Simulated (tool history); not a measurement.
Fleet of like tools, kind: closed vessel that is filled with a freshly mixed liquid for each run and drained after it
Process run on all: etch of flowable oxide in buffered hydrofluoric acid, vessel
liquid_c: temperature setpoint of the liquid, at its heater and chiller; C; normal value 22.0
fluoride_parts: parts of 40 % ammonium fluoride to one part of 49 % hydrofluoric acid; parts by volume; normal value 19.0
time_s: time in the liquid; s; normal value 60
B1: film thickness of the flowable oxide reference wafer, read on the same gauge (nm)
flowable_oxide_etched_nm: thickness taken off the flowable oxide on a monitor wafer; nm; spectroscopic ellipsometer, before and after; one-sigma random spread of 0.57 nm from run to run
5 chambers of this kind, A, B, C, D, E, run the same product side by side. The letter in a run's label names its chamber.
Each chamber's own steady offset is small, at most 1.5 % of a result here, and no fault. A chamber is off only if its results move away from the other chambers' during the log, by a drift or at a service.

run 1E hour=5.0 | liquid_c=22.0 fluoride_parts=19.0 time_s=60 | B1=140.02 | flowable_oxide_etched_nm=92.546
run 2B hour=11.5 | liquid_c=22.0 fluoride_parts=19.0 time_s=60 | B1=139.97 | flowable_oxide_etched_nm=91.031
run 3C hour=19.9 | liquid_c=22.0 fluoride_parts=19.0 time_s=60 | B1=139.98 | flowable_oxide_etched_nm=91.975
run 4D hour=25.4 | liquid_c=22.0 fluoride_parts=19.0 time_s=60 | B1=139.98 | flowable_oxide_etched_nm=91.400
run 5A hour=33.5 | liquid_c=22.0 fluoride_parts=19.0 time_s=60 | B1=140.02 | flowable_oxide_etched_nm=91.201
run 6D hour=38.2 | liquid_c=22.0 fluoride_parts=19.0 time_s=60 | B1=140.00 | flowable_oxide_etched_nm=92.203
run 7B hour=44.5 | liquid_c=22.0 fluoride_parts=19.0 time_s=60 | B1=140.03 | flowable_oxide_etched_nm=92.166
run 8C hour=49.1 | liquid_c=22.0 fluoride_parts=19.0 time_s=60 | B1=140.01 | flowable_oxide_etched_nm=91.809
run 9A hour=57.3 | liquid_c=22.0 fluoride_parts=19.0 time_s=60 | B1=140.00 | flowable_oxide_etched_nm=90.945
run 10E hour=61.5 | liquid_c=22.0 fluoride_parts=19.0 time_s=60 | B1=139.99 | flowable_oxide_etched_nm=91.999
run 11D hour=70.0 | liquid_c=22.0 fluoride_parts=19.0 time_s=60 | B1=140.01 | flowable_oxide_etched_nm=92.180
run 12B hour=78.6 | liquid_c=22.0 fluoride_parts=19.0 time_s=60 | B1=140.01 | flowable_oxide_etched_nm=92.672
run 13A hour=84.7 | liquid_c=22.0 fluoride_parts=19.0 time_s=60 | B1=139.99 | flowable_oxide_etched_nm=92.152
run 14C hour=88.7 | liquid_c=22.0 fluoride_parts=21.5 time_s=80 | B1=140.01 | flowable_oxide_etched_nm=113.540
run 15E hour=94.9 | liquid_c=22.0 fluoride_parts=21.5 time_s=80 | B1=139.99 | flowable_oxide_etched_nm=110.930
run 16B hour=100.5 | liquid_c=22.0 fluoride_parts=21.5 time_s=80 | B1=140.00 | flowable_oxide_etched_nm=109.870
run 17A hour=107.1 | liquid_c=22.0 fluoride_parts=21.5 time_s=80 | B1=140.01 | flowable_oxide_etched_nm=109.630
run 18D hour=115.4 | liquid_c=22.0 fluoride_parts=21.5 time_s=80 | B1=139.99 | flowable_oxide_etched_nm=110.630
run 19E hour=120.6 | liquid_c=22.0 fluoride_parts=19.0 time_s=60 | B1=140.01 | flowable_oxide_etched_nm=91.658
run 20C hour=124.5 | liquid_c=22.0 fluoride_parts=19.0 time_s=60 | B1=140.00 | flowable_oxide_etched_nm=94.597
run 21D hour=130.5 | liquid_c=22.0 fluoride_parts=19.0 time_s=60 | B1=139.98 | flowable_oxide_etched_nm=92.442
run 22E hour=134.7 | liquid_c=25.5 fluoride_parts=19.0 time_s=45 | B1=139.98 | flowable_oxide_etched_nm=82.899
run 23A hour=143.0 | liquid_c=25.5 fluoride_parts=19.0 time_s=45 | B1=139.99 | flowable_oxide_etched_nm=82.442
run 24C hour=150.2 | liquid_c=25.5 fluoride_parts=19.0 time_s=45 | B1=140.01 | flowable_oxide_etched_nm=87.373
run 25B hour=158.2 | liquid_c=25.5 fluoride_parts=19.0 time_s=45 | B1=140.00 | flowable_oxide_etched_nm=83.351
run 26B hour=166.1 | liquid_c=25.5 fluoride_parts=19.0 time_s=45 | B1=139.98 | flowable_oxide_etched_nm=82.751
run 27D hour=174.4 | liquid_c=22.0 fluoride_parts=19.0 time_s=60 | B1=139.98 | flowable_oxide_etched_nm=92.535
run 28A hour=181.2 | liquid_c=22.0 fluoride_parts=25.0 time_s=60 | B1=139.99 | flowable_oxide_etched_nm=74.312
run 29C hour=188.9 | liquid_c=22.0 fluoride_parts=25.0 time_s=60 | B1=139.97 | flowable_oxide_etched_nm=79.107
run 30E hour=197.1 | liquid_c=22.0 fluoride_parts=25.0 time_s=60 | B1=140.01 | flowable_oxide_etched_nm=74.420
-- hour=197.8 chamber B: thermometer replaced
run 31B hour=201.0 | liquid_c=22.0 fluoride_parts=25.0 time_s=60 | B1=140.00 | flowable_oxide_etched_nm=74.091
run 32D hour=205.2 | liquid_c=22.0 fluoride_parts=25.0 time_s=60 | B1=139.98 | flowable_oxide_etched_nm=76.188
run 33E hour=213.2 | liquid_c=22.0 fluoride_parts=19.0 time_s=60 | B1=139.97 | flowable_oxide_etched_nm=91.770
run 34C hour=221.8 | liquid_c=22.0 fluoride_parts=19.0 time_s=60 | B1=140.00 | flowable_oxide_etched_nm=97.895
run 35A hour=228.0 | liquid_c=22.0 fluoride_parts=19.0 time_s=60 | B1=140.02 | flowable_oxide_etched_nm=91.645
run 36A hour=235.0 | liquid_c=22.0 fluoride_parts=14.5 time_s=95 | B1=140.00 | flowable_oxide_etched_nm=189.650

Is one chamber out of step, is the gauge drifting, or do the chambers differ by no more than their own small offsets? For an off chamber, give its letter and the likeliest cause.

Chamber C drifts away from the others.
What lies behind it: liquid hotter than its thermometer reads (K) = 1.
From this log alone, it may not be told apart from: hydrofluoric acid flow above the setpoint (%).

Chamber C could run next with any of the 4 candidate recipes listed below; each alters the usual settings, and their results appear as question marks. Which one brings its results back in line with what the other chambers deliver on the usual settings?
Counts as in line when no further than this from what the other chambers average on the usual settings: flowable_oxide_etched_nm 2.000 nm
run 37C-1 hour=241.3 | liquid_c=21.5 fluoride_parts=19.5 time_s=60 | flowable_oxide_etched_nm=?
run 37C-2 hour=241.3 | liquid_c=22.5 fluoride_parts=17.5 time_s=60 | flowable_oxide_etched_nm=?
run 37C-3 hour=241.3 | liquid_c=22.0 fluoride_parts=19.5 time_s=55 | flowable_oxide_etched_nm=?
run 37C-4 hour=241.3 | liquid_c=23.0 fluoride_parts=19.0 time_s=60 | flowable_oxide_etched_nm=?

Usual-settings mean across the other chambers: flowable_oxide_etched_nm 91.673 nm
run=37C-1 flowable_oxide_etched_nm=92.383
run=37C-2 flowable_oxide_etched_nm=108.360
run=37C-3 flowable_oxide_etched_nm=87.004
run=37C-4 flowable_oxide_etched_nm=102.770
It is 37C-1 that realigns the chamber with its peers.

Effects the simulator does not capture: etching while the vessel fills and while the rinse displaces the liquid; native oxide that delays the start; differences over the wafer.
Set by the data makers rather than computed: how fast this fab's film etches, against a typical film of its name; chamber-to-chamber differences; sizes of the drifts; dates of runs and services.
